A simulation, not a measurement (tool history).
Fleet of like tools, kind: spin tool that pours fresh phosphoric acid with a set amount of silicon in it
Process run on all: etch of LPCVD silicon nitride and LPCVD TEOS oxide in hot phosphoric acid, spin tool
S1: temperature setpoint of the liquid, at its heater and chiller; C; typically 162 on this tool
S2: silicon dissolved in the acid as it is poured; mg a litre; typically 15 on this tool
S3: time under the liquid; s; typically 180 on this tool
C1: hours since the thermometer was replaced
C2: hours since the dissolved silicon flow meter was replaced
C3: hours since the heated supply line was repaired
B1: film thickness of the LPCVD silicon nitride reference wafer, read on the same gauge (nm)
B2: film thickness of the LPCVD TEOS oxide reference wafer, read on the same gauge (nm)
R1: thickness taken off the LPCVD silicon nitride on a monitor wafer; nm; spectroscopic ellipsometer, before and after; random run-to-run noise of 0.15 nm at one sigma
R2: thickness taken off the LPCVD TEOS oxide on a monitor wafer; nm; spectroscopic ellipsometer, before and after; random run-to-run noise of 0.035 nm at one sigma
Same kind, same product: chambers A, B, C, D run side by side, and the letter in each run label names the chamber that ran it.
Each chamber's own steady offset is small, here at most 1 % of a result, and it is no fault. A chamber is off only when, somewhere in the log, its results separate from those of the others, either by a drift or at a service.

run	hour	S1	S2	S3	C1	C2	C3	B1	B2	R1	R2
1B	3.2	162	15	180	2047.2	241.5	637.8	149.98	140.00	15.705	1.00120
2C	5.3	162	15	180	1754.0	215.2	1492.5	149.98	139.98	15.993	1.04270
3D	9.2	162	15	180	1127.0	1611.7	801.0	149.99	140.02	16.023	1.01370
4A	12.1	162	15	180	2399.6	1435.7	3416.3	150.02	139.99	15.840	1.02390
5D	14.1	162	15	180	1131.9	1616.6	805.9	150.00	140.00	15.963	0.98221
6A	17.8	162	15	180	2405.3	1441.4	3422.0	150.00	140.00	15.786	0.96153
7B	21.4	162	15	180	2065.4	259.7	656.0	149.97	140.02	15.652	0.98680
8C	23.5	163	15	140	1772.2	233.4	1510.7	150.00	140.01	12.803	0.89281
9D	25.5	163	15	140	1143.3	1628.0	817.3	150.00	140.00	12.755	0.79788
10A	29.6	163	15	140	2417.1	1453.2	3433.8	150.01	139.98	12.490	0.79019
11C	32.9	163	15	140	1781.6	242.8	1520.1	150.01	139.99	12.735	0.82782
12B	37.3	162	15	180	2081.3	275.6	671.9	149.99	140.00	15.648	1.06590
13D	41.6	162	15	180	1159.4	1644.1	833.4	150.01	140.00	15.441	0.97784
14A	44.8	162	15	180	2432.3	1468.4	3449.0	149.99	139.99	15.848	1.01700
15B	49.2	162	15	180	2093.2	287.5	683.8	149.99	139.98	15.616	1.03390
16C	53.0	162	15	180	1801.7	262.9	1540.2	150.01	140.02	15.899	1.02330
17C	56.1	162	15	180	1804.8	266.0	1543.3	150.03	140.00	15.712	1.08090
18B	59.3	162	15	180	2103.3	297.6	693.9	149.99	140.00	15.433	0.99890
19D	61.9	162	15	180	1179.7	1664.4	853.7	150.00	140.00	14.996	0.85990
20A	64.3	162	15	180	2451.8	1487.9	3468.5	150.01	139.98	15.564	0.96766
21D	66.7	162	15	180	1184.5	1669.2	858.5	150.00	140.01	14.828	0.85520
22B	68.7	162	19	180	2112.7	307.0	703.3	150.00	139.99	15.663	0.86749
23C	71.2	162	19	180	1819.9	281.1	1558.4	149.98	140.01	15.673	0.90082
24A	73.5	162	19	180	2461.0	1497.1	3477.7	150.02	140.01	15.663	0.89580

The same settings go to every chamber for the next run, one line per chamber below. Forecast the results for each:
25A	76.7	162	15	180						?	?
25B	76.7	162	15	180						?	?
25C	76.7	162	15	180						?	?
25D	76.7	162	15	180						?	?

run	R1	R2
25A	15.395	0.97457
25B	15.572	0.99602
25C	15.917	0.94793
25D	14.846	0.86763

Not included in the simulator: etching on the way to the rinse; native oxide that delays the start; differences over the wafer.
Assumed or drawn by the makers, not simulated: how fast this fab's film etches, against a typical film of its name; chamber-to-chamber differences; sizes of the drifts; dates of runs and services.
